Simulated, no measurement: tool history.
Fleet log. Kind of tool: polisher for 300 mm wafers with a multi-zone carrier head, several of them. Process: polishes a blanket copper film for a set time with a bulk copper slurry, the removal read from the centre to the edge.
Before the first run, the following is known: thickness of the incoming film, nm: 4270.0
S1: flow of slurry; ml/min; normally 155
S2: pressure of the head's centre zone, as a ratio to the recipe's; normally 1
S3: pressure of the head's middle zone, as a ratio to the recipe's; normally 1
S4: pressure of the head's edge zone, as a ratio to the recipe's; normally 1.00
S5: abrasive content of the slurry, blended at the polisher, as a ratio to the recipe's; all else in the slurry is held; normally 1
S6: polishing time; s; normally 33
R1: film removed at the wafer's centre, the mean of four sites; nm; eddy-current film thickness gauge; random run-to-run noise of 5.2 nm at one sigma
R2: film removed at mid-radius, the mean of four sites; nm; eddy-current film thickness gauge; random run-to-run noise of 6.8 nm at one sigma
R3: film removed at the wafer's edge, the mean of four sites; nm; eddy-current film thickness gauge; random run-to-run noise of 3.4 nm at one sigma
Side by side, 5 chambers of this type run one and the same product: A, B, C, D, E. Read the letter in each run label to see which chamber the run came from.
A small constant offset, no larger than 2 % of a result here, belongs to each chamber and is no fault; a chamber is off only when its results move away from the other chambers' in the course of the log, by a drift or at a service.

run     day   S1  S2  S3    S4  S5  S6      R1      R2      R3
      0.529  -- chamber D: worn pad replaced by a new one
 1E   0.546  155   1   1  1.00   1  33  476.98  476.00  465.27
      0.879  -- chamber B: edge zone pressure recalibrated
      1.175  -- chamber E: worn pad replaced by a new one
 2D   1.238  155   1   1  1.00   1  33  472.52  465.86  470.97
      1.425  -- chamber C: worn pad replaced by a new one
 3A   1.717  155   1   1  1.00   1  33  475.86  472.75  471.71
      1.867  -- chamber C: edge zone pressure recalibrated
      2.125  -- chamber C: slurry nozzle cleaned
 4B   2.396  155   1   1  1.00   1  33  471.20  474.49  477.26
 5C   2.750  155   1   1  1.00   1  33  468.02  465.90  474.06
 6A   3.250  155   1   1  1.00   1  33  467.09  465.69  474.11
      3.342  -- chamber B: worn pad replaced by a new one
 7B   3.800  155   1   1  1.00   1  33  473.91  464.66  473.74
      3.871  -- chamber A: worn pad replaced by a new one
 8E   4.212  155   1   1  1.00   1  33  471.27  472.00  469.62
      4.733  -- chamber D: worn pad replaced by a new one
 9D   4.742  155   1   1  1.00   1  33  478.47  455.45  474.42
      5.354  -- chamber E: worn pad replaced by a new one
10C   5.400  155   1   1  1.00   1  33  462.29  474.50  481.97
      5.483  -- chamber C: worn pad replaced by a new one
11D   5.888  155   1   1  1.00   1  33  468.59  464.27  475.91
      6.058  -- chamber D: centre zone pressure recalibrated
12B   6.525  155   1   1  1.00   1  33  471.29  466.54  468.33
13A   6.904  155   1   1  1.00   1  33  454.80  465.15  471.82
      7.158  -- chamber B: worn pad replaced by a new one
14C   7.488  155   1   1  1.00   1  33  462.21  470.95  480.40
      7.692  -- chamber A: slurry nozzle cleaned
      7.758  -- chamber A: worn pad replaced by a new one
15E   7.854  155   1   1  1.00   1  33  468.19  470.57  471.18
      8.162  -- chamber D: worn pad replaced by a new one
16D   8.217  155   1   1  1.00   1  33  474.28  460.51  476.57
17A   8.888  155   1   1  1.00   1  33  469.86  471.96  472.00
18B   9.196  155   1   1  1.00   1  33  477.68  454.25  472.72
      9.388  -- chamber E: worn pad replaced by a new one
19C   9.554  155   1   1  1.00   1  33  474.95  466.63  473.88
      9.788  -- chamber C: worn pad replaced by a new one
20E  10.050  155   1   1  1.00   1  33  472.76  469.18  468.96
21C  10.517  155   1   1  1.00   1  33  480.25  465.95  471.18
22A  11.033  155   1   1  1.00   1  33  469.70  458.07  476.20
     11.392  -- chamber B: worn pad replaced by a new one
     11.438  -- chamber C: centre zone pressure recalibrated
     11.646  -- chamber D: worn pad replaced by a new one
23E  11.650  155   1   1  1.00   1  33  478.44  467.56  464.56
24D  12.088  155   1   1  1.00   1  33  464.96  466.83  470.54
     12.204  -- chamber E: centre zone pressure recalibrated
     12.392  -- chamber A: worn pad replaced by a new one
     12.529  -- chamber A: edge zone pressure recalibrated
25B  12.529  155   1   1  1.00   1  33  473.27  467.24  470.76
     12.888  -- chamber A: centre zone pressure recalibrated
     12.904  -- chamber E: worn pad replaced by a new one
26C  12.929  155   1   1  1.00   1  33  476.42  465.16  479.22
27B  13.412  155   1   1  1.00   1  33  478.18  461.95  475.59
     13.692  -- chamber C: worn pad replaced by a new one
28D  13.842  155   1   1  1.00   1  33  482.26  463.21  474.11
     14.042  -- chamber E: slurry nozzle cleaned
29E  14.462  155   1   1  1.00   1  33  472.26  481.29  471.26
30A  14.983  105   1   1  1.00   1  22  299.89  286.08  298.25
     15.246  -- chamber B: worn pad replaced by a new one
31C  15.338  105   1   1  1.00   1  22  285.92  286.22  296.62
     15.679  -- chamber D: worn pad replaced by a new one
32B  15.929  105   1   1  1.00   1  22  288.79  296.86  294.91
     16.325  -- chamber E: worn pad replaced by a new one
33E  16.454  105   1   1  1.00   1  22  288.51  290.70  296.47
     16.788  -- chamber A: worn pad replaced by a new one
34D  16.962  105   1   1  1.00   1  22  280.44  283.65  298.19
     17.308  -- chamber C: worn pad replaced by a new one
35A  17.404  155   1   1  1.00   1  33  505.58  463.69  472.93
36D  17.854  155   1   1  1.00   1  33  464.46  467.02  475.74
37C  18.400  155   1   1  1.00   1  33  465.73  466.50  476.55
38A  18.750  155   1   1  1.00   1  33  505.30  470.40  472.53
39E  19.133  155   1   1  1.00   1  33  474.06  458.81  472.15
40B  19.458  180   1   1  1.00   1  42  624.22  626.27  609.22
41A  19.908  180   1   1  1.00   1  42  670.13  610.42  622.73

For the next run the whole fleet of 5 chambers uses the same settings. Give each chamber's results:
42A  20.404  155   1   1  1.05   1  33   ?   ?   ?
42B  20.404  155   1   1  1.05   1  33   ?   ?   ?
42C  20.404  155   1   1  1.05   1  33   ?   ?   ?
42D  20.404  155   1   1  1.05   1  33   ?   ?   ?
42E  20.404  155   1   1  1.05   1  33   ?   ?   ?

run      R1      R2      R3
42A  501.59  468.33  479.97
42B  468.63  469.45  486.35
42C  475.64  474.04  485.05
42D  471.20  463.40  477.66
42E  472.97  477.11  487.94
